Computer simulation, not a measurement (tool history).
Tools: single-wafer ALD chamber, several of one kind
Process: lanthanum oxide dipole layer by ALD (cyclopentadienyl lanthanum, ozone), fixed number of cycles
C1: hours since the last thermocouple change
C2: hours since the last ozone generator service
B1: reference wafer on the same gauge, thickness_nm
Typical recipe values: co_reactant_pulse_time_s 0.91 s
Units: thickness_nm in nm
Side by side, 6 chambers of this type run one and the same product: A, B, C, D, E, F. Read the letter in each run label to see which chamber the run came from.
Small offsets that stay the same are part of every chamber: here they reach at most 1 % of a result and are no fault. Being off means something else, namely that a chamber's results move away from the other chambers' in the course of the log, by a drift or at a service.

Run 1F, day 0.35: usual settings; C1 1548.2; C2 57.8; B1 0.54818. Result: thickness_nm 0.48373 nm.
Run 2E, day 0.554: usual settings; C1 1258.4; C2 221.8; B1 0.54823. Result: thickness_nm 0.48314 nm.
Run 3A, day 0.758: usual settings; C1 1038.7; C2 1322.2; B1 0.54821. Result: thickness_nm 0.48073 nm.
Run 4B, day 0.942: usual settings; C1 689.3; C2 175.3; B1 0.54855. Result: thickness_nm 0.48951 nm.
Run 5C, day 1.196: usual settings; C1 79.9; C2 842.3; B1 0.54849. Result: thickness_nm 0.48172 nm.
Run 6D, day 1.517: usual settings; C1 780.3; C2 636.2; B1 0.54839. Result: thickness_nm 0.48314 nm.
Run 7B, day 1.708: usual settings; C1 707.7; C2 193.7; B1 0.54852. Result: thickness_nm 0.48867 nm.
Run 8A, day 1.883: usual settings; C1 1065.7; C2 1349.2; B1 0.5487. Result: thickness_nm 0.48201 nm.
Run 9C, day 2.146: usual settings but co_reactant_pulse_time_s 1.1 s; C1 102.7; C2 865.1; B1 0.54888. Result: thickness_nm 0.51244 nm.
Run 10F, day 2.421: usual settings but co_reactant_pulse_time_s 1.1 s; C1 1597.9; C2 107.5; B1 0.54902. Result: thickness_nm 0.51437 nm.
Run 11D, day 2.717: usual settings but co_reactant_pulse_time_s 1.1 s; C1 809.1; C2 665; B1 0.54912. Result: thickness_nm 0.51196 nm.
Run 12E, day 2.912: usual settings but co_reactant_pulse_time_s 1.1 s; C1 1315; C2 278.4; B1 0.54886. Result: thickness_nm 0.51407 nm.
Run 13D, day 3.121: usual settings but co_reactant_pulse_time_s 1.1 s; C1 818.8; C2 674.7; B1 0.54894. Result: thickness_nm 0.51301 nm.
Run 14A, day 3.321: usual settings but co_reactant_pulse_time_s 1.1 s; C1 1100.2; C2 1383.7; B1 0.54894. Result: thickness_nm 0.51175 nm.
Run 15B, day 3.567: usual settings; C1 752.3; C2 238.3; B1 0.54925. Result: thickness_nm 0.49034 nm.
Run 16F, day 3.75: usual settings; C1 1629.8; C2 139.4; B1 0.54932. Result: thickness_nm 0.48401 nm.
Run 17E, day 4.075: usual settings; C1 1342.9; C2 306.3; B1 0.5497. Result: thickness_nm 0.4849 nm.
Run 18C, day 4.425: usual settings; C1 157.4; C2 919.8; B1 0.54966. Result: thickness_nm 0.48188 nm.
Run 19C, day 4.738: usual settings; C1 164.9; C2 927.3; B1 0.54968. Result: thickness_nm 0.48276 nm.
Run 20D, day 4.938: usual settings; C1 862.4; C2 718.3; B1 0.54967. Result: thickness_nm 0.48359 nm.
Run 21B, day 5.208: usual settings; C1 791.7; C2 277.7; B1 0.54977. Result: thickness_nm 0.48962 nm.
Run 22E, day 5.388: usual settings but co_reactant_pulse_time_s 1.15 s; C1 1374.4; C2 337.8; B1 0.54993. Result: thickness_nm 0.52092 nm.
Run 23F, day 5.592: usual settings but co_reactant_pulse_time_s 1.15 s; C1 1674; C2 183.6; B1 0.54992. Result: thickness_nm 0.52141 nm.
At day 5.804: chamber D: ozone generator serviced.
Run 24A, day 5.879: usual settings but co_reactant_pulse_time_s 1.15 s; C1 1161.6; C2 1445.1; B1 0.55013. Result: thickness_nm 0.51794 nm.
Run 25C, day 6.121: usual settings but co_reactant_pulse_time_s 1.15 s; C1 198.1; C2 960.5; B1 0.55008. Result: thickness_nm 0.52019 nm.
Run 26B, day 6.354: usual settings but co_reactant_pulse_time_s 1.15 s; C1 819.2; C2 305.2; B1 0.55032. Result: thickness_nm 0.52667 nm.
Run 27F, day 6.554: usual settings but co_reactant_pulse_time_s 1.15 s; C1 1697.1; C2 206.7; B1 0.5502. Result: thickness_nm 0.52251 nm.
Run 28A, day 6.738: usual settings; C1 1182.2; C2 1465.7; B1 0.55029. Result: thickness_nm 0.48279 nm.
Run 29D, day 6.971: usual settings; C1 911.2; C2 28.1; B1 0.55045. Result: thickness_nm 0.48409 nm.
Run 30E, day 7.229: usual settings; C1 1418.6; C2 382; B1 0.55065. Result: thickness_nm 0.48637 nm.
Run 31B, day 7.533: usual settings; C1 847.5; C2 333.5; B1 0.55074. Result: thickness_nm 0.49079 nm.
Run 32F, day 7.825: usual settings; C1 1727.6; C2 237.2; B1 0.5507. Result: thickness_nm 0.48559 nm.
Run 33D, day 8.162: usual settings; C1 939.8; C2 56.7; B1 0.55083. Result: thickness_nm 0.48446 nm.
At day 8.171: chamber A: ozone generator serviced.
Run 34C, day 8.512: usual settings but co_reactant_pulse_time_s 1.26 s; C1 255.5; C2 1017.9; B1 0.55091. Result: thickness_nm 0.5326 nm.
Run 35E, day 8.683: usual settings but co_reactant_pulse_time_s 1.26 s; C1 1453.5; C2 416.9; B1 0.55098. Result: thickness_nm 0.53344 nm.
Run 36A, day 8.979: usual settings but co_reactant_pulse_time_s 1.26 s; C1 1236; C2 19.5; B1 0.55109. Result: thickness_nm 0.53021 nm.

Each of the 6 chambers runs these same settings next. Fill in every chamber's results:
Run 37A, day 9.233: usual settings. Result: thickness_nm ?.
Run 37B, day 9.233: usual settings. Result: thickness_nm ?.
Run 37C, day 9.233: usual settings. Result: thickness_nm ?.
Run 37D, day 9.233: usual settings. Result: thickness_nm ?.
Run 37E, day 9.233: usual settings. Result: thickness_nm ?.
Run 37F, day 9.233: usual settings. Result: thickness_nm ?.

run  thickness_nm
37A       0.48433
37B       0.49149
37C       0.48462
37D       0.48534
37E       0.48737
37F       0.48658

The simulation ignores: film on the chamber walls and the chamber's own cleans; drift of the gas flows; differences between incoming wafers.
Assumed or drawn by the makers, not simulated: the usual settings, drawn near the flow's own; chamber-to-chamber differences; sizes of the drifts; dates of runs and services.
